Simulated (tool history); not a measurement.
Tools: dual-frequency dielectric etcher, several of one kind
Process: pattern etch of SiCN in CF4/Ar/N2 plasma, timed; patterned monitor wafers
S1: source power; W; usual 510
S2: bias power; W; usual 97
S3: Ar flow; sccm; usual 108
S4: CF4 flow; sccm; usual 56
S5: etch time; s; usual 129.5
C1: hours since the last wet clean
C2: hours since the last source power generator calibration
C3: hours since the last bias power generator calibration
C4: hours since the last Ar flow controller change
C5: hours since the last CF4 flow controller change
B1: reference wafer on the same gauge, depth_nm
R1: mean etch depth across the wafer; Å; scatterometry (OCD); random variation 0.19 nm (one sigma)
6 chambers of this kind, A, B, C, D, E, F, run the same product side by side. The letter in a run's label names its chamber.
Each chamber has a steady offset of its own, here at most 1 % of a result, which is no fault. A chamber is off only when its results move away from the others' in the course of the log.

{"run": "1C", "hour": 4.6, "S1": 510, "S2": 97, "S3": 108, "S4": 56, "S5": 129.5, "C1": 181.4, "C2": 729.4, "C3": 1284.1, "C4": 1552.2, "C5": 3577.5, "B1": 114.96, "R1": 1320.8}
{"hour": 6.9, "done": "chamber E: bias power generator calibrated"}
{"run": "2D", "hour": 9.8, "S1": 510, "S2": 97, "S3": 108, "S4": 56, "S5": 129.5, "C1": 12.5, "C2": 1119.9, "C3": 753.1, "C4": 2739.0, "C5": 236.9, "B1": 114.96, "R1": 1319.2}
{"run": "3F", "hour": 14.0, "S1": 510, "S2": 97, "S3": 108, "S4": 56, "S5": 129.5, "C1": 210.5, "C2": 162.3, "C3": 1230.8, "C4": 1651.5, "C5": 6258.6, "B1": 114.94, "R1": 1318.2}
{"run": "4B", "hour": 18.5, "S1": 510, "S2": 97, "S3": 108, "S4": 56, "S5": 129.5, "C1": 463.2, "C2": 1834.7, "C3": 1152.5, "C4": 2974.0, "C5": 2125.8, "B1": 114.93, "R1": 1331.4}
{"run": "5E", "hour": 22.5, "S1": 510, "S2": 97, "S3": 108, "S4": 56, "S5": 129.5, "C1": 366.4, "C2": 869.2, "C3": 15.6, "C4": 1263.3, "C5": 1202.1, "B1": 114.96, "R1": 1334.3}
{"run": "6A", "hour": 28.4, "S1": 510, "S2": 97, "S3": 108, "S4": 56, "S5": 129.5, "C1": 101.9, "C2": 3302.5, "C3": 730.9, "C4": 302.4, "C5": 4061.8, "B1": 114.93, "R1": 1320.4}
{"run": "7B", "hour": 33.2, "S1": 510, "S2": 97, "S3": 108, "S4": 56, "S5": 103.5, "C1": 477.9, "C2": 1849.4, "C3": 1167.2, "C4": 2988.7, "C5": 2140.5, "B1": 114.9, "R1": 1060.4}
{"run": "8D", "hour": 37.6, "S1": 510, "S2": 97, "S3": 108, "S4": 56, "S5": 103.5, "C1": 40.3, "C2": 1147.7, "C3": 780.9, "C4": 2766.8, "C5": 264.7, "B1": 114.85, "R1": 1052.5}
{"hour": 40.5, "done": "chamber B: wet clean of the chamber"}
{"run": "9C", "hour": 43.9, "S1": 510, "S2": 97, "S3": 108, "S4": 56, "S5": 103.5, "C1": 220.7, "C2": 768.7, "C3": 1323.4, "C4": 1591.5, "C5": 3616.8, "B1": 114.84, "R1": 1053.7}
{"run": "10F", "hour": 49.2, "S1": 510, "S2": 97, "S3": 108, "S4": 56, "S5": 103.5, "C1": 245.7, "C2": 197.5, "C3": 1266.0, "C4": 1686.7, "C5": 6293.8, "B1": 114.85, "R1": 1052.8}
{"run": "11E", "hour": 52.5, "S1": 510, "S2": 97, "S3": 108, "S4": 56, "S5": 103.5, "C1": 396.4, "C2": 899.2, "C3": 45.6, "C4": 1293.3, "C5": 1232.1, "B1": 114.79, "R1": 1066.0}
{"run": "12A", "hour": 56.3, "S1": 510, "S2": 97, "S3": 108, "S4": 56, "S5": 103.5, "C1": 129.8, "C2": 3330.4, "C3": 758.8, "C4": 330.3, "C5": 4089.7, "B1": 114.77, "R1": 1055.0}
{"run": "13A", "hour": 59.9, "S1": 510, "S2": 97, "S3": 108, "S4": 56, "S5": 129.5, "C1": 133.4, "C2": 3334.0, "C3": 762.4, "C4": 333.9, "C5": 4093.3, "B1": 114.78, "R1": 1318.0}
{"run": "14F", "hour": 62.8, "S1": 510, "S2": 97, "S3": 124, "S4": 65, "S5": 129.5, "C1": 259.3, "C2": 211.1, "C3": 1279.6, "C4": 1700.3, "C5": 6307.4, "B1": 114.8, "R1": 1316.9}
{"run": "15E", "hour": 66.3, "S1": 510, "S2": 97, "S3": 124, "S4": 65, "S5": 129.5, "C1": 410.2, "C2": 913.0, "C3": 59.4, "C4": 1307.1, "C5": 1245.9, "B1": 114.77, "R1": 1333.7}
{"run": "16B", "hour": 71.0, "S1": 510, "S2": 97, "S3": 124, "S4": 65, "S5": 129.5, "C1": 30.5, "C2": 1887.2, "C3": 1205.0, "C4": 3026.5, "C5": 2178.3, "B1": 114.74, "R1": 1328.6}
{"run": "17D", "hour": 74.0, "S1": 510, "S2": 97, "S3": 124, "S4": 65, "S5": 129.5, "C1": 76.7, "C2": 1184.1, "C3": 817.3, "C4": 2803.2, "C5": 301.1, "B1": 114.72, "R1": 1318.9}
{"run": "18C", "hour": 77.0, "S1": 510, "S2": 97, "S3": 124, "S4": 65, "S5": 129.5, "C1": 253.8, "C2": 801.8, "C3": 1356.5, "C4": 1624.6, "C5": 3649.9, "B1": 114.77, "R1": 1317.4}
{"run": "19B", "hour": 81.0, "S1": 510, "S2": 97, "S3": 124, "S4": 65, "S5": 129.5, "C1": 40.5, "C2": 1897.2, "C3": 1215.0, "C4": 3036.5, "C5": 2188.3, "B1": 114.71, "R1": 1328.4}
{"run": "20C", "hour": 83.9, "S1": 510, "S2": 97, "S3": 108, "S4": 56, "S5": 129.5, "C1": 260.7, "C2": 808.7, "C3": 1363.4, "C4": 1631.5, "C5": 3656.8, "B1": 114.7, "R1": 1314.4}
{"run": "21D", "hour": 88.8, "S1": 510, "S2": 97, "S3": 108, "S4": 43, "S5": 157.0, "C1": 91.5, "C2": 1198.9, "C3": 832.1, "C4": 2818.0, "C5": 315.9, "B1": 114.68, "R1": 1534.3}
{"run": "22E", "hour": 92.2, "S1": 510, "S2": 97, "S3": 108, "S4": 43, "S5": 157.0, "C1": 436.1, "C2": 938.9, "C3": 85.3, "C4": 1333.0, "C5": 1271.8, "B1": 114.67, "R1": 1559.1}
{"run": "23A", "hour": 97.0, "S1": 510, "S2": 97, "S3": 108, "S4": 43, "S5": 157.0, "C1": 170.5, "C2": 3371.1, "C3": 799.5, "C4": 371.0, "C5": 4130.4, "B1": 114.67, "R1": 1538.6}
{"run": "24F", "hour": 99.9, "S1": 510, "S2": 97, "S3": 108, "S4": 43, "S5": 157.0, "C1": 296.4, "C2": 248.2, "C3": 1316.7, "C4": 1737.4, "C5": 6344.5, "B1": 114.64, "R1": 1528.5}
{"hour": 105.5, "done": "chamber E: wet clean of the chamber"}
{"run": "25B", "hour": 106.0, "S1": 510, "S2": 97, "S3": 108, "S4": 43, "S5": 157.0, "C1": 65.5, "C2": 1922.2, "C3": 1240.0, "C4": 3061.5, "C5": 2213.3, "B1": 114.62, "R1": 1544.2}
{"run": "26D", "hour": 110.1, "S1": 510, "S2": 97, "S3": 108, "S4": 43, "S5": 157.0, "C1": 112.8, "C2": 1220.2, "C3": 853.4, "C4": 2839.3, "C5": 337.2, "B1": 114.64, "R1": 1534.8}
{"run": "27E", "hour": 112.9, "S1": 510, "S2": 97, "S3": 108, "S4": 56, "S5": 129.5, "C1": 7.5, "C2": 959.6, "C3": 106.0, "C4": 1353.7, "C5": 1292.5, "B1": 114.6, "R1": 1331.3}
{"run": "28A", "hour": 118.8, "S1": 510, "S2": 97, "S3": 108, "S4": 56, "S5": 129.5, "C1": 192.3, "C2": 3392.9, "C3": 821.3, "C4": 392.8, "C5": 4152.2, "B1": 114.55, "R1": 1315.7}
{"run": "29F", "hour": 124.7, "S1": 510, "S2": 97, "S3": 108, "S4": 56, "S5": 129.5, "C1": 321.2, "C2": 273.0, "C3": 1341.5, "C4": 1762.2, "C5": 6369.3, "B1": 114.59, "R1": 1314.6}
{"run": "30C", "hour": 128.3, "S1": 510, "S2": 97, "S3": 108, "S4": 56, "S5": 129.5, "C1": 305.1, "C2": 853.1, "C3": 1407.8, "C4": 1675.9, "C5": 3701.2, "B1": 114.54, "R1": 1315.5}
{"run": "31B", "hour": 134.0, "S1": 510, "S2": 97, "S3": 108, "S4": 56, "S5": 129.5, "C1": 93.5, "C2": 1950.2, "C3": 1268.0, "C4": 3089.5, "C5": 2241.3, "B1": 114.54, "R1": 1319.8}
{"run": "32D", "hour": 140.2, "S1": 510, "S2": 97, "S3": 108, "S4": 56, "S5": 129.5, "C1": 142.9, "C2": 1250.3, "C3": 883.5, "C4": 2869.4, "C5": 367.3, "B1": 114.49, "R1": 1314.4}
{"run": "33C", "hour": 144.7, "S1": 510, "S2": 97, "S3": 108, "S4": 56, "S5": 129.5, "C1": 321.5, "C2": 869.5, "C3": 1424.2, "C4": 1692.3, "C5": 3717.6, "B1": 114.5, "R1": 1314.0}
{"run": "34E", "hour": 151.0, "S1": 510, "S2": 97, "S3": 108, "S4": 56, "S5": 129.5, "C1": 45.6, "C2": 997.7, "C3": 144.1, "C4": 1391.8, "C5": 1330.6, "B1": 114.46, "R1": 1329.7}
{"run": "35A", "hour": 154.7, "S1": 510, "S2": 97, "S3": 108, "S4": 56, "S5": 129.5, "C1": 228.2, "C2": 3428.8, "C3": 857.2, "C4": 428.7, "C5": 4188.1, "B1": 114.45, "R1": 1316.2}
{"run": "36F", "hour": 159.4, "S1": 410, "S2": 97, "S3": 108, "S4": 56, "S5": 129.5, "C1": 355.9, "C2": 307.7, "C3": 1376.2, "C4": 1796.9, "C5": 6404.0, "B1": 114.42, "R1": 1087.6}
{"run": "37E", "hour": 164.9, "S1": 410, "S2": 97, "S3": 108, "S4": 56, "S5": 129.5, "C1": 59.5, "C2": 1011.6, "C3": 158.0, "C4": 1405.7, "C5": 1344.5, "B1": 114.42, "R1": 1103.1}
{"run": "38C", "hour": 169.7, "S1": 410, "S2": 97, "S3": 108, "S4": 56, "S5": 129.5, "C1": 346.5, "C2": 894.5, "C3": 1449.2, "C4": 1717.3, "C5": 3742.6, "B1": 114.4, "R1": 1085.4}
{"run": "39B", "hour": 173.3, "S1": 410, "S2": 97, "S3": 108, "S4": 56, "S5": 129.5, "C1": 132.8, "C2": 1989.5, "C3": 1307.3, "C4": 3128.8, "C5": 2280.6, "B1": 114.4, "R1": 1092.2}
{"run": "40A", "hour": 179.4, "S1": 410, "S2": 97, "S3": 108, "S4": 56, "S5": 129.5, "C1": 252.9, "C2": 3453.5, "C3": 881.9, "C4": 453.4, "C5": 4212.8, "B1": 114.35, "R1": 1090.7}
{"run": "41F", "hour": 182.5, "S1": 410, "S2": 97, "S3": 108, "S4": 56, "S5": 129.5, "C1": 379.0, "C2": 330.8, "C3": 1399.3, "C4": 1820.0, "C5": 6427.1, "B1": 114.38, "R1": 1089.2}
{"run": "42D", "hour": 185.4, "S1": 510, "S2": 97, "S3": 108, "S4": 56, "S5": 129.5, "C1": 188.1, "C2": 1295.5, "C3": 928.7, "C4": 2914.6, "C5": 412.5, "B1": 114.36, "R1": 1309.2}

Is one chamber off against the others, does the gauge drift, or is nothing wrong? If a chamber is off, say which, and what the likeliest cause is.

The gauge drifts, so all chambers seem to drift together. No chamber is off.
Cause: gauge reads low (%) = 0.584.

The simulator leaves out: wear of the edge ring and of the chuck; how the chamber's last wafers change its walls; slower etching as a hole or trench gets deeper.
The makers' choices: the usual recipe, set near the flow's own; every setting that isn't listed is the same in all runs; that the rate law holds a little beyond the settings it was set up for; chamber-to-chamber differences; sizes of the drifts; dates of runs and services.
